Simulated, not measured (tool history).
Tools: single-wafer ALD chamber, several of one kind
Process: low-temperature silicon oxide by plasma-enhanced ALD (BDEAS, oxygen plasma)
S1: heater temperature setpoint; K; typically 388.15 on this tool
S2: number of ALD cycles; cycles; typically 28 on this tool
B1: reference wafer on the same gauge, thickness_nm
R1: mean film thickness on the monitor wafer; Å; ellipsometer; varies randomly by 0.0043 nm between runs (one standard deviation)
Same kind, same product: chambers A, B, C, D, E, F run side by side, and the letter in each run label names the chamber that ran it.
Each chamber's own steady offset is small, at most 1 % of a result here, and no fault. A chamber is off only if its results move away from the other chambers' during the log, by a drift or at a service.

{"run": "1F", "day": 0.183, "S1": 388.15, "S2": 28, "B1": 4.5696, "R1": 38.78}
{"run": "2D", "day": 0.358, "S1": 388.15, "S2": 28, "B1": 4.5712, "R1": 38.924}
{"run": "3C", "day": 0.492, "S1": 388.15, "S2": 28, "B1": 4.5718, "R1": 39.25}
{"run": "4A", "day": 0.617, "S1": 388.15, "S2": 28, "B1": 4.5702, "R1": 38.892}
{"run": "5B", "day": 0.762, "S1": 388.15, "S2": 28, "B1": 4.5727, "R1": 39.107}
{"run": "6E", "day": 0.921, "S1": 388.15, "S2": 28, "B1": 4.5723, "R1": 39.071}
{"run": "7C", "day": 1.067, "S1": 388.15, "S2": 28, "B1": 4.5741, "R1": 39.242}
{"run": "8F", "day": 1.183, "S1": 388.15, "S2": 28, "B1": 4.574, "R1": 38.717}
{"run": "9D", "day": 1.308, "S1": 388.15, "S2": 28, "B1": 4.5732, "R1": 39.061}
{"run": "10B", "day": 1.433, "S1": 388.15, "S2": 28, "B1": 4.5747, "R1": 39.092}
{"run": "11A", "day": 1.612, "S1": 388.15, "S2": 28, "B1": 4.5761, "R1": 38.842}
{"run": "12E", "day": 1.708, "S1": 388.15, "S2": 28, "B1": 4.577, "R1": 38.981}
{"run": "13C", "day": 1.904, "S1": 388.15, "S2": 28, "B1": 4.5762, "R1": 39.232}
{"run": "14D", "day": 2.071, "S1": 388.15, "S2": 28, "B1": 4.5769, "R1": 39.121}
{"run": "15A", "day": 2.271, "S1": 388.15, "S2": 28, "B1": 4.5771, "R1": 38.892}
{"run": "16B", "day": 2.467, "S1": 388.15, "S2": 28, "B1": 4.5768, "R1": 39.059}
{"run": "17F", "day": 2.604, "S1": 388.15, "S2": 26, "B1": 4.5789, "R1": 36.015}
{"run": "18E", "day": 2.796, "S1": 388.15, "S2": 26, "B1": 4.5787, "R1": 36.293}
{"run": "19B", "day": 2.908, "S1": 388.15, "S2": 26, "B1": 4.5787, "R1": 36.378}
{"run": "20D", "day": 3.021, "S1": 388.15, "S2": 26, "B1": 4.5789, "R1": 36.294}
{"run": "21A", "day": 3.154, "S1": 388.15, "S2": 26, "B1": 4.5802, "R1": 36.194}
{"run": "22C", "day": 3.333, "S1": 388.15, "S2": 26, "B1": 4.5807, "R1": 36.536}
{"run": "23F", "day": 3.483, "S1": 388.15, "S2": 28, "B1": 4.5804, "R1": 38.821}
{"run": "24E", "day": 3.679, "S1": 393.15, "S2": 28, "B1": 4.5798, "R1": 38.708}
{"run": "25C", "day": 3.879, "S1": 393.15, "S2": 28, "B1": 4.5813, "R1": 38.975}
{"run": "26B", "day": 4.004, "S1": 393.15, "S2": 28, "B1": 4.582, "R1": 38.802}
{"run": "27A", "day": 4.154, "S1": 393.15, "S2": 28, "B1": 4.5823, "R1": 38.557}
{"run": "28D", "day": 4.317, "S1": 393.15, "S2": 28, "B1": 4.5851, "R1": 38.763}
{"run": "29E", "day": 4.525, "S1": 393.15, "S2": 28, "B1": 4.5845, "R1": 38.714}
{"run": "30F", "day": 4.662, "S1": 388.15, "S2": 28, "B1": 4.5859, "R1": 38.874}
{"run": "31C", "day": 4.829, "S1": 388.15, "S2": 28, "B1": 4.5855, "R1": 39.357}
{"run": "32E", "day": 5.033, "S1": 388.15, "S2": 28, "B1": 4.5857, "R1": 39.154}
{"run": "33A", "day": 5.221, "S1": 388.15, "S2": 28, "B1": 4.5871, "R1": 38.977}
{"run": "34D", "day": 5.396, "S1": 388.15, "S2": 28, "B1": 4.5867, "R1": 39.109}
{"run": "35B", "day": 5.571, "S1": 388.15, "S2": 28, "B1": 4.5886, "R1": 39.186}
{"run": "36F", "day": 5.721, "S1": 388.15, "S2": 28, "B1": 4.5876, "R1": 38.895}
{"run": "37E", "day": 5.833, "S1": 382.15, "S2": 32, "B1": 4.5884, "R1": 45.252}
{"run": "38F", "day": 5.925, "S1": 382.15, "S2": 32, "B1": 4.5888, "R1": 44.975}
{"run": "39A", "day": 6.021, "S1": 382.15, "S2": 32, "B1": 4.5882, "R1": 45.068}
{"run": "40D", "day": 6.217, "S1": 382.15, "S2": 32, "B1": 4.59, "R1": 45.256}
{"run": "41C", "day": 6.35, "S1": 382.15, "S2": 32, "B1": 4.5893, "R1": 45.523}

The same settings go to every chamber for the next run, one line per chamber below. Forecast the results for each:
{"run": "42A", "day": 6.5, "S1": 388.15, "S2": 25, "R1": "?"}
{"run": "42B", "day": 6.5, "S1": 388.15, "S2": 25, "R1": "?"}
{"run": "42C", "day": 6.5, "S1": 388.15, "S2": 25, "R1": "?"}
{"run": "42D", "day": 6.5, "S1": 388.15, "S2": 25, "R1": "?"}
{"run": "42E", "day": 6.5, "S1": 388.15, "S2": 25, "R1": "?"}
{"run": "42F", "day": 6.5, "S1": 388.15, "S2": 25, "R1": "?"}

run=42A R1=34.893
run=42B R1=35.025
run=42C R1=35.210
run=42D R1=34.997
run=42E R1=34.896
run=42F R1=34.741
